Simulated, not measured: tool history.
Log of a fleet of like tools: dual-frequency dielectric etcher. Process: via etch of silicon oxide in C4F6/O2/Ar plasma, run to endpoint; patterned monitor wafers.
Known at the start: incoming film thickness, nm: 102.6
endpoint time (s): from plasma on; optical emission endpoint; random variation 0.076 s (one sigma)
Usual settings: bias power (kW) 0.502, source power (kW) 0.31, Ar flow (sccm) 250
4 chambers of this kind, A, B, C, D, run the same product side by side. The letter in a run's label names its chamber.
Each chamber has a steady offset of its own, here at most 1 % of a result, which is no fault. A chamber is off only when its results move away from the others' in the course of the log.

Run 1A, hour 5.3: usual settings. Result: endpoint time (s) 24.192.
Run 2D, hour 11.3: usual settings. Result: endpoint time (s) 24.444.
Run 3C, hour 15.4: usual settings. Result: endpoint time (s) 24.154.
Run 4B, hour 20.2: usual settings. Result: endpoint time (s) 24.263.
Run 5C, hour 23.3: usual settings. Result: endpoint time (s) 24.222.
Run 6D, hour 25.9: usual settings. Result: endpoint time (s) 24.373.
Run 7A, hour 31.4: usual settings. Result: endpoint time (s) 24.235.
Run 8B, hour 35.9: usual settings. Result: endpoint time (s) 24.208.
At hour 37.5: chamber B: source power generator calibrated.
Run 9D, hour 39.1: usual settings. Result: endpoint time (s) 24.397.
Run 10B, hour 42: usual settings. Result: endpoint time (s) 24.677.
Run 11A, hour 48: usual settings. Result: endpoint time (s) 24.039.
At hour 49.1: chamber B: wet clean of the chamber.
Run 12C, hour 52.4: usual settings. Result: endpoint time (s) 24.223.
At hour 52.5: chamber C: wet clean of the chamber.
Run 13B, hour 57.3: usual settings. Result: endpoint time (s) 24.654.
Run 14C, hour 62.5: usual settings. Result: endpoint time (s) 24.241.
Run 15A, hour 66.9: usual settings but bias power (kW) 0.394. Result: endpoint time (s) 26.333.
Run 16D, hour 70.8: usual settings but bias power (kW) 0.394. Result: endpoint time (s) 26.783.
Run 17C, hour 75.5: usual settings but bias power (kW) 0.394. Result: endpoint time (s) 26.548.
Run 18A, hour 78.3: usual settings but bias power (kW) 0.394. Result: endpoint time (s) 26.467.
At hour 79.5: chamber D: wet clean of the chamber.
Run 19D, hour 82.8: usual settings. Result: endpoint time (s) 24.383.
Run 20B, hour 87.2: usual settings. Result: endpoint time (s) 24.533.
Run 21D, hour 92: usual settings. Result: endpoint time (s) 24.408.
Run 22A, hour 95.6: usual settings. Result: endpoint time (s) 24.093.
Run 23B, hour 100.5: usual settings. Result: endpoint time (s) 24.61.
Run 24C, hour 104: usual settings. Result: endpoint time (s) 24.296.
Run 25B, hour 109: usual settings. Result: endpoint time (s) 24.738.
Run 26C, hour 113: usual settings. Result: endpoint time (s) 24.159.
Run 27A, hour 116.6: usual settings. Result: endpoint time (s) 24.286.
Run 28D, hour 122: usual settings. Result: endpoint time (s) 24.457.

Is one chamber off against the others, does the gauge drift, or is nothing wrong? If a chamber is off, say which, and what the likeliest cause is.

A service left chamber B off against the others.
Cause: source power that arrives under what is set, % = 4.49.

Here are 4 candidates for chamber B's next run, each the usual settings with a change, their results left as question marks. Which one brings its results back in line with what the others give on the usual settings?
In line means no further than this from the other chambers' mean on the usual settings: endpoint time (s) 0.26
Run 29B-1, hour 126.3: usual settings but bias power (kW) 0.551. Result: endpoint time (s) ?.
Run 29B-2, hour 126.3: usual settings but Ar flow (sccm) 337. Result: endpoint time (s) ?.
Run 29B-3, hour 126.3: usual settings but bias power (kW) 0.479. Result: endpoint time (s) ?.
Run 29B-4, hour 126.3: usual settings but bias power (kW) 0.525. Result: endpoint time (s) ?.

The other chambers' mean on the usual settings: endpoint time (s) 24.252
  run  endpoint time (s)
29B-1             23.814
29B-2             25.495
29B-3             25.115
29B-4             24.258
29B-4 brings the chamber back in line.
